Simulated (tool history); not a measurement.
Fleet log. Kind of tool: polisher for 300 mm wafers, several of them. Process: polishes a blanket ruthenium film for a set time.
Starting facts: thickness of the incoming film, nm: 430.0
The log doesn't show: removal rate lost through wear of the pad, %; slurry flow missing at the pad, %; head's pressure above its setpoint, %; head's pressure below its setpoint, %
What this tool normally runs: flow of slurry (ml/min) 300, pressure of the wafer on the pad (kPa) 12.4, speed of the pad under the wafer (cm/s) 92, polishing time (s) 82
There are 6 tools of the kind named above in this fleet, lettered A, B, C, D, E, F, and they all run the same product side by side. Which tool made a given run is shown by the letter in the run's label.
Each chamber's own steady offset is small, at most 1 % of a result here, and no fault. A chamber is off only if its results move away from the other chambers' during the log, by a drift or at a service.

| run | hour | flow of slurry (ml/min) | pressure of the wafer on the pad (kPa) | speed of the pad under the wafer (cm/s) | polishing time (s) | wafers polished on this pad | hours since the slurry nozzle was cleaned | hours since the head pressure was calibrated | film removed (nm) |
|---|---|---|---|---|---|---|---|---|---|
| 1B | 10.8 | 300 | 12.4 | 92 | 82 | 84 | 306.2 | 206.8 | 69.041 |
| 2C | 18.3 | 300 | 12.4 | 92 | 82 | 677 | 406.3 | 907.8 | 69.837 |
|  | 22.2 | chamber A: head pressure recalibrated |
|  | 22.4 | chamber E: slurry nozzle cleaned |
|  | 25.4 | chamber E: worn pad replaced by a new one |
| 3F | 26.1 | 300 | 12.4 | 92 | 82 | 333 | 296.8 | 527.1 | 68.409 |
| 4D | 36.8 | 300 | 12.4 | 92 | 82 | 316 | 65.1 | 140.4 | 68.156 |
|  | 41.1 | chamber C: worn pad replaced by a new one |
| 5A | 44.7 | 300 | 12.4 | 92 | 82 | 472 | 565 | 22.5 | 67.382 |
| 6E | 51.9 | 300 | 12.4 | 92 | 82 | 173 | 29.6 | 685.2 | 68.021 |
|  | 56.4 | chamber A: slurry nozzle cleaned |
| 7C | 59.9 | 300 | 12.4 | 92 | 82 | 123 | 447.9 | 949.4 | 70.169 |
| 8B | 65.6 | 300 | 14.5 | 66 | 82 | 442 | 361 | 261.6 | 57.349 |
|  | 67 | chamber D: worn pad replaced by a new one |
| 9D | 72.5 | 300 | 14.5 | 66 | 82 | 35 | 100.8 | 176.1 | 57.196 |
|  | 80.5 | chamber F: worn pad replaced by a new one |
| 10A | 82.4 | 300 | 14.5 | 66 | 82 | 719 | 26 | 60.2 | 57.395 |
| 11E | 89.7 | 300 | 14.5 | 66 | 82 | 420 | 67.4 | 723 | 57.074 |
| 12F | 99.7 | 300 | 14.5 | 66 | 82 | 125 | 370.4 | 600.7 | 58.019 |
|  | 107.8 | chamber A: worn pad replaced by a new one |
| 13C | 110.9 | 300 | 14.5 | 66 | 82 | 456 | 498.9 | 1000.4 | 58.609 |
| 14D | 118.4 | 300 | 12.4 | 92 | 82 | 336 | 146.7 | 222 | 69.009 |
|  | 119.6 | chamber B: worn pad replaced by a new one |
| 15E | 123.6 | 300 | 12.4 | 92 | 82 | 642 | 101.3 | 756.9 | 68.124 |
| 16A | 132.8 | 300 | 12.4 | 92 | 82 | 164 | 76.4 | 110.6 | 69.097 |
| 17B | 139.1 | 300 | 11 | 92 | 82 | 127 | 434.5 | 335.1 | 61.812 |
| 18F | 144.4 | 300 | 11 | 92 | 82 | 418 | 415.1 | 645.4 | 61.604 |
|  | 149.2 | chamber E: worn pad replaced by a new one |
| 19D | 152.8 | 300 | 11 | 92 | 82 | 561 | 181.1 | 256.4 | 60.766 |
|  | 158 | chamber D: worn pad replaced by a new one |
| 20B | 159 | 300 | 11 | 92 | 82 | 257 | 454.4 | 355 | 62.413 |
|  | 165.3 | chamber D: slurry nozzle cleaned |
|  | 166.8 | chamber F: slurry nozzle cleaned |
|  | 166.8 | chamber C: worn pad replaced by a new one |
| 21E | 169.5 | 300 | 11 | 92 | 82 | 133 | 147.2 | 802.8 | 59.676 |
| 22F | 178 | 300 | 11 | 92 | 82 | 637 | 11.2 | 679 | 60.486 |
| 23C | 184.2 | 300 | 12.4 | 92 | 82 | 114 | 572.2 | 1073.7 | 69.908 |
|  | 185.4 | chamber F: worn pad replaced by a new one |
| 24A | 189.1 | 300 | 12.4 | 92 | 82 | 532 | 132.7 | 166.9 | 68.606 |
|  | 190.9 | chamber B: slurry nozzle cleaned |
| 25D | 196.5 | 300 | 12.4 | 92 | 82 | 251 | 31.2 | 300.1 | 69.606 |
| 26F | 203 | 300 | 12.4 | 92 | 82 | 115 | 36.2 | 704 | 69.746 |
| 27A | 209.1 | 300 | 12.4 | 92 | 82 | 662 | 152.7 | 186.9 | 68.231 |
| 28E | 219.5 | 300 | 12.4 | 92 | 82 | 460 | 197.2 | 852.8 | 63.435 |
| 29B | 227.5 | 300 | 12.4 | 92 | 82 | 705 | 36.7 | 423.5 | 69.502 |
|  | 238.4 | chamber B: worn pad replaced by a new one |
| 30C | 238.4 | 300 | 12.4 | 92 | 82 | 468 | 626.4 | 1127.9 | 69.906 |
| 31D | 247.7 | 300 | 12.4 | 92 | 82 | 586 | 82.4 | 351.3 | 69.003 |
|  | 255 | chamber A: worn pad replaced by a new one |
| 32E | 256.8 | 300 | 10.3 | 114 | 82 | 704 | 234.5 | 890.1 | 65.731 |
|  | 261.7 | chamber B: head pressure recalibrated |
| 33F | 265.1 | 300 | 10.3 | 114 | 82 | 521 | 98.3 | 766.1 | 72.377 |
| 34B | 274 | 300 | 10.3 | 114 | 82 | 232 | 83.2 | 12.3 | 71.372 |
| 35A | 283.5 | 300 | 10.3 | 114 | 82 | 186 | 227.1 | 261.3 | 70.778 |
| 36C | 293.2 | 300 | 10.3 | 114 | 82 | 826 | 681.2 | 1182.7 | 71.332 |
|  | 300.3 | chamber C: worn pad replaced by a new one |
| 37A | 301.6 | 300 | 10.3 | 114 | 82 | 304 | 245.2 | 279.4 | 71.828 |
|  | 302.4 | chamber C: slurry nozzle cleaned |
| 38C | 306.8 | 300 | 12.4 | 92 | 82 | 42 | 4.4 | 1196.3 | 69.513 |

All 6 chambers run these settings next. Forecast each chamber's results:
| 39A | 314.9 | 300 | 12.4 | 92 | 82 |  |  |  | ? |
| 39B | 314.9 | 300 | 12.4 | 92 | 82 |  |  |  | ? |
| 39C | 314.9 | 300 | 12.4 | 92 | 82 |  |  |  | ? |
| 39D | 314.9 | 300 | 12.4 | 92 | 82 |  |  |  | ? |
| 39E | 314.9 | 300 | 12.4 | 92 | 82 |  |  |  | ? |
| 39F | 314.9 | 300 | 12.4 | 92 | 82 |  |  |  | ? |

| run | film removed (nm) |
|---|---|
| 39A | 68.816 |
| 39B | 69.725 |
| 39C | 69.914 |
| 39D | 67.874 |
| 39E | 61.383 |
| 39F | 69.308 |
